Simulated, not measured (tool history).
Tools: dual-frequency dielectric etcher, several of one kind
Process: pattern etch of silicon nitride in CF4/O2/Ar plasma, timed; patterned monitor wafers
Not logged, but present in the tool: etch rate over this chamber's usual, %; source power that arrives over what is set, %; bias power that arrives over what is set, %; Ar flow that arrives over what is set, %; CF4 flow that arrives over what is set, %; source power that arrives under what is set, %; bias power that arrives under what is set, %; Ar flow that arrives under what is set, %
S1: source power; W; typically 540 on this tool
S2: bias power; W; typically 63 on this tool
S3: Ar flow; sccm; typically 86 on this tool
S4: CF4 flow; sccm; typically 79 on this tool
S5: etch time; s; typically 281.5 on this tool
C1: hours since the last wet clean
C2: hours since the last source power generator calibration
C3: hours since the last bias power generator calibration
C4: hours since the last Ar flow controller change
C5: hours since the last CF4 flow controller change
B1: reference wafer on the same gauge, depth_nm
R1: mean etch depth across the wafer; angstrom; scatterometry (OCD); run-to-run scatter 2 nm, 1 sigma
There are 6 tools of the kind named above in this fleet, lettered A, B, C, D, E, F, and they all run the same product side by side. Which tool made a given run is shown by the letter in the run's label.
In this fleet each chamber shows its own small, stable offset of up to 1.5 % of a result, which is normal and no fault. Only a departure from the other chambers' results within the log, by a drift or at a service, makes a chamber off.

run	hour	S1	S2	S3	S4	S5	C1	C2	C3	C4	C5	B1	R1
1D	9.3	540	63	86	79	281.5	519.0	3386.9	5569.2	373.3	2152.2	611.94	6115.7
2E	14.4	540	63	86	79	281.5	453.5	356.9	3766.9	1960.3	4530.0	611.55	6148.8
# hour 17.5: chamber D: source power generator calibrated
3C	22.7	540	63	86	79	281.5	197.6	311.6	725.7	2065.8	1352.4	612.56	6109.9
4A	29.0	540	63	86	79	281.5	170.8	2648.3	2906.1	1327.4	1825.2	612.16	6161.4
# hour 29.1: chamber D: wet clean of the chamber
5B	36.6	540	63	86	79	281.5	87.7	2535.2	1560.5	2684.3	2330.4	612.40	6264.2
6F	43.1	540	63	86	79	281.5	242.7	1669.3	1501.5	5563.3	1481.4	612.40	6151.3
7C	51.6	540	63	86	79	281.5	226.5	340.5	754.6	2094.7	1381.3	612.24	6050.4
8A	58.9	540	68	86	65	281.5	200.7	2678.2	2936.0	1357.3	1855.1	612.38	6240.9
# hour 61.0: chamber D: bias power generator calibrated
9E	67.3	540	68	86	65	281.5	506.4	409.8	3819.8	2013.2	4582.9	611.56	6228.3
# hour 69.2: chamber E: wet clean of the chamber
10B	76.5	540	68	86	65	281.5	127.6	2575.1	1600.4	2724.2	2370.3	611.60	6302.8
# hour 79.3: chamber A: Ar flow controller replaced
11F	82.3	540	68	86	65	281.5	281.9	1708.5	1540.7	5602.5	1520.6	611.77	6242.5
12D	91.2	540	68	86	65	281.5	62.2	73.7	30.2	455.2	2234.1	611.76	6207.0
13F	101.0	540	68	86	65	281.5	300.6	1727.2	1559.4	5621.2	1539.3	612.34	6228.8
# hour 107.8: chamber B: bias power generator calibrated
14D	107.9	540	63	86	79	281.5	78.9	90.4	46.9	471.9	2250.8	611.86	6114.4
15C	114.5	540	63	86	79	281.5	289.4	403.4	817.5	2157.6	1444.2	611.60	6111.9
16A	123.5	540	63	86	79	281.5	265.3	2742.8	3000.6	44.3	1919.7	611.69	6153.8
# hour 129.9: chamber E: bias power generator calibrated
17B	133.6	540	63	86	79	281.5	184.7	2632.2	25.8	2781.3	2427.4	611.84	6229.9
18E	142.4	540	63	86	79	281.5	73.2	484.9	12.5	2088.3	4658.0	612.68	6134.5
19D	151.0	540	63	100	71	281.5	122.0	133.5	90.0	515.0	2293.9	612.32	5938.7
20C	160.0	540	63	100	71	281.5	334.9	448.9	863.0	2203.1	1489.7	612.40	5872.5
# hour 164.8: chamber C: wet clean of the chamber
21F	170.3	540	63	100	71	281.5	369.9	1796.5	1628.7	5690.5	1608.6	612.21	5987.2
22A	177.7	540	63	100	71	281.5	319.5	2797.0	3054.8	98.5	1973.9	612.76	5988.4
23B	183.9	540	63	100	71	281.5	235.0	2682.5	76.1	2831.6	2477.7	612.01	6065.9
24E	190.2	540	63	100	71	281.5	121.0	532.7	60.3	2136.1	4705.8	611.88	5992.1
25B	197.1	540	63	86	79	281.5	248.2	2695.7	89.3	2844.8	2490.9	612.28	6259.7
# hour 201.9: chamber A: wet clean of the chamber
26A	205.4	540	63	86	79	281.5	3.6	2824.7	3082.5	126.2	2001.6	612.33	6159.6
# hour 213.0: chamber E: CF4 flow controller replaced
27E	213.6	540	63	86	79	281.5	144.4	556.1	83.7	2159.5	0.7	612.13	6197.3
# hour 218.5: chamber B: source power generator calibrated
28C	218.9	540	63	86	79	281.5	54.2	507.8	921.9	2262.0	1548.6	612.04	6304.1
29D	227.0	540	63	95	79	281.5	198.0	209.5	166.0	591.0	2369.9	612.35	6037.6
30F	235.1	540	63	95	79	281.5	434.7	1861.3	1693.5	5755.3	1673.4	611.70	6089.6
31A	242.5	540	63	95	79	281.5	40.7	2861.8	3119.6	163.3	2038.7	612.55	6101.3
32E	251.6	540	63	95	79	281.5	182.4	594.1	121.7	2197.5	38.7	612.08	6104.3
# hour 252.9: chamber F: Ar flow controller replaced
33F	258.6	540	63	95	79	281.5	458.2	1884.8	1717.0	5.7	1696.9	611.90	6108.3
34C	269.0	540	63	95	79	281.5	104.3	557.9	972.0	2312.1	1598.7	611.97	6242.4
35D	276.4	540	63	86	79	281.5	247.4	258.9	215.4	640.4	2419.3	612.65	6118.3
36B	283.9	540	63	86	79	281.5	335.0	65.4	176.1	2931.6	2577.7	612.24	6231.3
37B	292.6	540	63	86	79	281.5	343.7	74.1	184.8	2940.3	2586.4	611.89	6269.4

Each of the 6 chambers runs these same settings next. Fill in every chamber's results:
38A	300.1	540	63	86	79	281.5							?
38B	300.1	540	63	86	79	281.5							?
38C	300.1	540	63	86	79	281.5							?
38D	300.1	540	63	86	79	281.5							?
38E	300.1	540	63	86	79	281.5							?
38F	300.1	540	63	86	79	281.5							?

run	R1
38A	6134.1
38B	6231.4
38C	6375.3
38D	6114.0
38E	6164.4
38F	6204.0
